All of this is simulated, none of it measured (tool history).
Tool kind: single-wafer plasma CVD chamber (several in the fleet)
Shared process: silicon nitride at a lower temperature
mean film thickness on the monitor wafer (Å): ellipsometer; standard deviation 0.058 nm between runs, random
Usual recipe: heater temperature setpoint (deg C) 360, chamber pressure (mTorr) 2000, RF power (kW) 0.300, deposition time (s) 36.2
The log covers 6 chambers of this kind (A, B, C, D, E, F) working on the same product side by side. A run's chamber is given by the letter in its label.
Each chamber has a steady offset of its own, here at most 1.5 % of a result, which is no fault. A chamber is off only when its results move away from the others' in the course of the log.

run	hour	heater temperature setpoint (deg C)	chamber pressure (mTorr)	RF power (kW)	deposition time (s)	read-back reference wafer on the same gauge, thickness_nm	mean film thickness on the monitor wafer (Å)
1E	4.1	360	2000	0.300	36.2	41.316	448.15
2D	9.5	360	2000	0.300	36.2	41.307	449.70
3F	13.7	360	2000	0.300	36.2	41.324	444.17
4A	19.0	360	2000	0.300	36.2	41.316	448.19
5C	22.8	354	2000	0.300	41.4	41.324	518.49
6B	27.8	354	2000	0.300	41.4	41.337	513.24
7A	32.1	354	2000	0.300	41.4	41.336	511.60
8E	37.5	354	2000	0.300	41.4	41.343	513.71
9B	40.4	354	2000	0.300	41.4	41.350	512.51
10C	44.9	354	2000	0.300	41.4	41.351	519.23
11F	49.9	360	2000	0.300	36.2	41.363	443.78
12D	52.8	360	2000	0.300	36.2	41.375	450.56
13E	58.1	360	2000	0.300	36.2	41.380	448.22
14B	63.5	360	2000	0.300	36.2	41.389	448.04
15C	66.1	360	2000	0.300	36.2	41.383	453.49
16A	69.6	360	2000	0.300	36.2	41.393	447.81
17F	74.9	360	2000	0.300	36.2	41.396	445.61
18D	80.0	360	2000	0.300	36.2	41.405	449.79
# hour 84.3: chamber D: capacitance manometer re-zeroed and calibrated
19D	84.5	360	2000	0.300	36.2	41.405	450.60
20A	87.4	360	2000	0.300	36.2	41.434	448.28
21C	90.4	360	2000	0.300	36.2	41.416	454.08
22F	95.1	360	2000	0.300	36.2	41.434	445.30
23E	98.6	365	2000	0.300	36.2	41.431	448.16
24B	101.8	365	2000	0.300	36.2	41.446	447.67
25C	107.2	365	2000	0.300	36.2	41.437	453.83
26A	111.9	365	2000	0.300	36.2	41.448	447.34
27B	117.1	365	2000	0.300	36.2	41.448	447.42
28D	121.2	365	2000	0.300	36.2	41.463	451.70
29E	124.0	360	2000	0.300	36.2	41.469	449.76
30F	128.1	360	2000	0.300	36.2	41.467	445.16
31D	133.1	360	2000	0.300	36.2	41.474	452.05
32A	137.0	360	2000	0.300	36.2	41.477	448.26
33E	141.6	360	2000	0.300	36.2	41.474	450.64
34C	146.7	360	2000	0.300	36.2	41.496	455.07
35F	150.9	360	2000	0.300	36.2	41.499	446.15
36B	154.4	360	2000	0.300	36.2	41.516	448.32
37D	158.6	360	2000	0.300	36.2	41.510	452.15
38F	163.1	360	2000	0.255	36.2	41.514	399.17

What goes on in this fleet: one chamber off, a drifting gauge, or nothing beyond the chambers' own small offsets? Name the chamber and the cause, if any.

The gauge drifts, so all chambers seem to drift together. No chamber is off.
Likeliest cause: gauge reads high (%) = 0.524.
